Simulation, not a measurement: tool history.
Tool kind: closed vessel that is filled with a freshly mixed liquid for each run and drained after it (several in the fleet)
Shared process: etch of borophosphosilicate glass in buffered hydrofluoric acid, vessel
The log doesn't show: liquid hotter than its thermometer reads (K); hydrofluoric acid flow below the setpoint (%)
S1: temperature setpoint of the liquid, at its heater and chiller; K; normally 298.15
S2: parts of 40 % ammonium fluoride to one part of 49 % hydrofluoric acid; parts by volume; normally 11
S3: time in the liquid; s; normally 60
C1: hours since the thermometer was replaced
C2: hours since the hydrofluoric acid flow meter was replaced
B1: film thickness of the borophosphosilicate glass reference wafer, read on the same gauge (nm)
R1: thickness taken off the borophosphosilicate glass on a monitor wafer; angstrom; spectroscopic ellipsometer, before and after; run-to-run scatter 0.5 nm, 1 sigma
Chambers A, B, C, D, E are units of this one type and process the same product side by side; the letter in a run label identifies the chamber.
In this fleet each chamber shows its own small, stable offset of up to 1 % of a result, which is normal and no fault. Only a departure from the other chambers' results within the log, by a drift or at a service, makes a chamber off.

run   hour      S1    S2  S3      C1      C2      B1      R1
 1C   11.6  298.15    11  60  1621.5   301.8  149.97  1201.8
 2D   21.1  298.15    11  60    1034    1169     150  1206.3
 3A   26.6  298.15    11  60    2376   967.1  150.01  1203.2
 4B   34.2  298.15    11  60    35.9  1058.1     150  1219.7
 5E   41.4  295.15    11  45  2424.1     325     150  772.06
 6C     48  295.15    11  45  1657.9   338.2     150  772.02
 7A   57.9  295.15    11  45  2407.3   998.4     150   768.9
 8B   66.8  295.15    11  45    68.5  1090.7     150  773.94
 9E     74  295.15    11  45  2456.7   357.6  150.02  773.29
10D   79.9  298.15    11  60  1092.8  1227.8  150.01  1206.9
      89.3  -- chamber B: hydrofluoric acid flow meter replaced
11B     90  298.15    11  60    91.7     0.7     150  1221.2
12C   97.7  298.15    11  60  1707.6   387.9  149.99  1200.1
13A  106.3  294.15    11  30  2455.7  1046.8  149.98  485.93
14D  115.9  294.15    11  30  1128.8  1263.8  150.01  487.11
15E  124.9  294.15    11  30  2507.6   408.5  150.01  487.85
16C  131.2  294.15    11  30  1741.1   421.4  150.02  485.25
17A  140.8  294.15    11  30  2490.2  1081.3  149.99  482.92
18E  151.9  298.15    11  60  2534.6   435.5     150  1200.6
     162.9  -- chamber D: hydrofluoric acid flow meter replaced
19D  162.9  298.15    11  60  1175.8       0     150  1202.6
20B  172.4  298.15  14.5  75   174.1    83.1  150.01  1163.9
21C  181.2  298.15  14.5  75  1791.1   471.4     150  1139.7
22D  189.6  298.15  14.5  75  1202.5    26.7  150.01  1151.5
23B  196.7  298.15  14.5  75   198.4   107.4  150.01  1153.8
24E  207.5  298.15  14.5  75  2590.2   491.1  150.01  1156.5
25A  213.9  298.15    11  60  2563.3  1154.4     150  1205.7
26E  221.9  298.15    11  60  2604.6   505.5     150  1207.8
27D  227.6  298.15    11  60  1240.5    64.7     150  1194.5
28A  236.3  298.15    11  60  2585.7  1176.8     150  1206.1
29C  244.9  298.15    11  60  1854.8   535.1  149.99  1204.8
30B  253.8  298.15    11  60   255.5   164.5     150  1212.9

Read the log: is a single chamber off, either drifting away or since a service, is the gauge that measures every chamber drifting, or is nothing wrong beyond small per-chamber offsets? Name any odd chamber and what most likely caused it.

No chamber stands off beyond its own small offset, and the gauge holds steady.
